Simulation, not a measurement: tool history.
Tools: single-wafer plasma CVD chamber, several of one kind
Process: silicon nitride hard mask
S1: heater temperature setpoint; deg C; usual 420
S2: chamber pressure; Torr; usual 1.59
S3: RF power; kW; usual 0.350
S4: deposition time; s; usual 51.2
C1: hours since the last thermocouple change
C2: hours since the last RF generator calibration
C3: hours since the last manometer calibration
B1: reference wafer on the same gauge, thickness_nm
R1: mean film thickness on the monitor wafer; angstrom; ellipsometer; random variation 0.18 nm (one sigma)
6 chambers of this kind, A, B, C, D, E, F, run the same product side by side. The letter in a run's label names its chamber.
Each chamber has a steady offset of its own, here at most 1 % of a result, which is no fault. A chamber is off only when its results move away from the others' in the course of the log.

{"run": "1D", "hour": 11.0, "S1": 420, "S2": 1.59, "S3": 0.35, "S4": 51.2, "C1": 2577.5, "C2": 442.3, "C3": 282.3, "B1": 67.772, "R1": 650.2}
{"run": "2E", "hour": 24.0, "S1": 420, "S2": 1.59, "S3": 0.35, "S4": 51.2, "C1": 581.7, "C2": 189.2, "C3": 1292.5, "B1": 67.79, "R1": 643.44}
{"run": "3C", "hour": 36.5, "S1": 420, "S2": 1.59, "S3": 0.35, "S4": 51.2, "C1": 2812.5, "C2": 973.9, "C3": 1177.3, "B1": 67.764, "R1": 641.6}
{"run": "4A", "hour": 49.2, "S1": 420, "S2": 1.59, "S3": 0.35, "S4": 51.2, "C1": 306.1, "C2": 1483.6, "C3": 222.2, "B1": 67.773, "R1": 649.4}
{"run": "5B", "hour": 63.6, "S1": 420, "S2": 1.59, "S3": 0.35, "S4": 51.2, "C1": 1578.9, "C2": 1554.5, "C3": 2659.2, "B1": 67.805, "R1": 643.98}
{"run": "6F", "hour": 70.6, "S1": 420, "S2": 1.59, "S3": 0.35, "S4": 51.2, "C1": 1466.4, "C2": 748.9, "C3": 314.5, "B1": 67.791, "R1": 643.34}
{"run": "7D", "hour": 78.9, "S1": 420, "S2": 1.59, "S3": 0.35, "S4": 51.2, "C1": 2645.4, "C2": 510.2, "C3": 350.2, "B1": 67.786, "R1": 647.77}
{"run": "8F", "hour": 94.3, "S1": 420, "S2": 1.59, "S3": 0.35, "S4": 51.2, "C1": 1490.1, "C2": 772.6, "C3": 338.2, "B1": 67.779, "R1": 640.19}
{"hour": 97.9, "done": "chamber A: RF generator calibrated"}
{"hour": 102.3, "done": "chamber C: capacitance manometer re-zeroed and calibrated"}
{"run": "9B", "hour": 109.0, "S1": 426, "S2": 1.59, "S3": 0.31, "S4": 51.2, "C1": 1624.3, "C2": 1599.9, "C3": 2704.6, "B1": 67.843, "R1": 590.34}
{"run": "10E", "hour": 116.4, "S1": 426, "S2": 1.59, "S3": 0.31, "S4": 51.2, "C1": 674.1, "C2": 281.6, "C3": 1384.9, "B1": 67.791, "R1": 595.98}
{"run": "11A", "hour": 130.1, "S1": 426, "S2": 1.59, "S3": 0.31, "S4": 51.2, "C1": 387.0, "C2": 32.3, "C3": 303.1, "B1": 67.779, "R1": 597.21}
{"run": "12C", "hour": 142.6, "S1": 426, "S2": 1.59, "S3": 0.31, "S4": 51.2, "C1": 2918.6, "C2": 1080.0, "C3": 40.3, "B1": 67.805, "R1": 591.56}
{"run": "13E", "hour": 157.7, "S1": 426, "S2": 1.59, "S3": 0.31, "S4": 51.2, "C1": 715.4, "C2": 322.9, "C3": 1426.2, "B1": 67.781, "R1": 596.58}
{"run": "14B", "hour": 165.2, "S1": 426, "S2": 1.59, "S3": 0.31, "S4": 51.2, "C1": 1680.5, "C2": 1656.1, "C3": 2760.8, "B1": 67.802, "R1": 594.88}
{"run": "15F", "hour": 173.8, "S1": 427, "S2": 1.59, "S3": 0.35, "S4": 51.2, "C1": 1569.6, "C2": 852.1, "C3": 417.7, "B1": 67.799, "R1": 639.49}
{"run": "16A", "hour": 187.0, "S1": 427, "S2": 1.59, "S3": 0.35, "S4": 51.2, "C1": 443.9, "C2": 89.2, "C3": 360.0, "B1": 67.823, "R1": 647.45}
{"run": "17D", "hour": 198.3, "S1": 427, "S2": 1.59, "S3": 0.35, "S4": 51.2, "C1": 2764.8, "C2": 629.6, "C3": 469.6, "B1": 67.79, "R1": 645.34}
{"run": "18C", "hour": 208.4, "S1": 427, "S2": 1.59, "S3": 0.35, "S4": 51.2, "C1": 2984.4, "C2": 1145.8, "C3": 106.1, "B1": 67.775, "R1": 636.02}
{"run": "19F", "hour": 218.6, "S1": 427, "S2": 1.59, "S3": 0.35, "S4": 51.2, "C1": 1614.4, "C2": 896.9, "C3": 462.5, "B1": 67.798, "R1": 639.02}
{"run": "20B", "hour": 230.0, "S1": 427, "S2": 1.59, "S3": 0.35, "S4": 51.2, "C1": 1745.3, "C2": 1720.9, "C3": 2825.6, "B1": 67.761, "R1": 643.75}
{"hour": 231.7, "done": "chamber D: thermocouple changed; heater temperature recalibrated"}
{"run": "21C", "hour": 244.0, "S1": 420, "S2": 1.59, "S3": 0.35, "S4": 51.2, "C1": 3020.0, "C2": 1181.4, "C3": 141.7, "B1": 67.816, "R1": 639.51}
{"hour": 251.2, "done": "chamber B: RF generator calibrated"}
{"run": "22D", "hour": 257.4, "S1": 420, "S2": 1.59, "S3": 0.35, "S4": 51.2, "C1": 25.8, "C2": 688.7, "C3": 528.7, "B1": 67.79, "R1": 649.98}
{"run": "23A", "hour": 266.9, "S1": 420, "S2": 1.59, "S3": 0.35, "S4": 51.2, "C1": 523.8, "C2": 169.1, "C3": 439.9, "B1": 67.749, "R1": 648.9}
{"hour": 273.7, "done": "chamber B: capacitance manometer re-zeroed and calibrated"}
{"run": "24E", "hour": 278.8, "S1": 420, "S2": 1.59, "S3": 0.35, "S4": 51.2, "C1": 836.5, "C2": 444.0, "C3": 1547.3, "B1": 67.806, "R1": 644.9}
{"run": "25D", "hour": 288.8, "S1": 420, "S2": 1.59, "S3": 0.35, "S4": 51.2, "C1": 57.2, "C2": 720.1, "C3": 560.1, "B1": 67.742, "R1": 649.18}
{"hour": 294.0, "done": "chamber E: thermocouple changed; heater temperature recalibrated"}
{"run": "26E", "hour": 297.6, "S1": 426, "S2": 1.59, "S3": 0.29, "S4": 51.2, "C1": 3.6, "C2": 462.8, "C3": 1566.1, "B1": 67.799, "R1": 570.07}
{"run": "27F", "hour": 311.2, "S1": 426, "S2": 1.59, "S3": 0.29, "S4": 51.2, "C1": 1707.0, "C2": 989.5, "C3": 555.1, "B1": 67.839, "R1": 563.11}
{"run": "28C", "hour": 324.6, "S1": 426, "S2": 1.59, "S3": 0.29, "S4": 51.2, "C1": 3100.6, "C2": 1262.0, "C3": 222.3, "B1": 67.796, "R1": 562.1}
{"hour": 325.1, "done": "chamber C: thermocouple changed; heater temperature recalibrated"}
{"run": "29B", "hour": 336.7, "S1": 426, "S2": 1.59, "S3": 0.29, "S4": 51.2, "C1": 1852.0, "C2": 85.6, "C3": 63.1, "B1": 67.78, "R1": 568.69}
{"run": "30A", "hour": 345.1, "S1": 426, "S2": 1.59, "S3": 0.29, "S4": 51.2, "C1": 602.0, "C2": 247.3, "C3": 518.1, "B1": 67.802, "R1": 569.02}
{"run": "31D", "hour": 352.4, "S1": 426, "S2": 1.59, "S3": 0.29, "S4": 51.2, "C1": 120.8, "C2": 783.7, "C3": 623.7, "B1": 67.83, "R1": 576.62}
{"run": "32B", "hour": 362.9, "S1": 420, "S2": 1.59, "S3": 0.35, "S4": 51.2, "C1": 1878.2, "C2": 111.8, "C3": 89.3, "B1": 67.721, "R1": 643.16}
{"run": "33A", "hour": 376.6, "S1": 420, "S2": 1.59, "S3": 0.35, "S4": 51.2, "C1": 633.5, "C2": 278.8, "C3": 549.6, "B1": 67.846, "R1": 647.2}
{"run": "34E", "hour": 385.7, "S1": 420, "S2": 1.59, "S3": 0.35, "S4": 51.2, "C1": 91.7, "C2": 550.9, "C3": 1654.2, "B1": 67.862, "R1": 643.13}
{"run": "35C", "hour": 398.7, "S1": 432, "S2": 1.59, "S3": 0.35, "S4": 41.9, "C1": 73.6, "C2": 1336.1, "C3": 296.4, "B1": 67.824, "R1": 518.39}
{"run": "36F", "hour": 412.4, "S1": 432, "S2": 1.59, "S3": 0.35, "S4": 41.9, "C1": 1808.2, "C2": 1090.7, "C3": 656.3, "B1": 67.793, "R1": 522.58}
{"run": "37D", "hour": 426.9, "S1": 432, "S2": 1.59, "S3": 0.35, "S4": 41.9, "C1": 195.3, "C2": 858.2, "C3": 698.2, "B1": 67.792, "R1": 528.68}
{"run": "38E", "hour": 436.4, "S1": 432, "S2": 1.59, "S3": 0.35, "S4": 41.9, "C1": 142.4, "C2": 601.6, "C3": 1704.9, "B1": 67.802, "R1": 528.71}
{"run": "39B", "hour": 445.8, "S1": 432, "S2": 1.59, "S3": 0.35, "S4": 41.9, "C1": 1961.1, "C2": 194.7, "C3": 172.2, "B1": 67.824, "R1": 526.83}
{"run": "40C", "hour": 453.3, "S1": 432, "S2": 1.59, "S3": 0.35, "S4": 41.9, "C1": 128.2, "C2": 1390.7, "C3": 351.0, "B1": 67.783, "R1": 523.23}

What goes on in this fleet: one chamber off, a drifting gauge, or nothing beyond the chambers' own small offsets? Name the chamber and the cause, if any.

No chamber stands off beyond its own small offset, and the gauge holds steady.
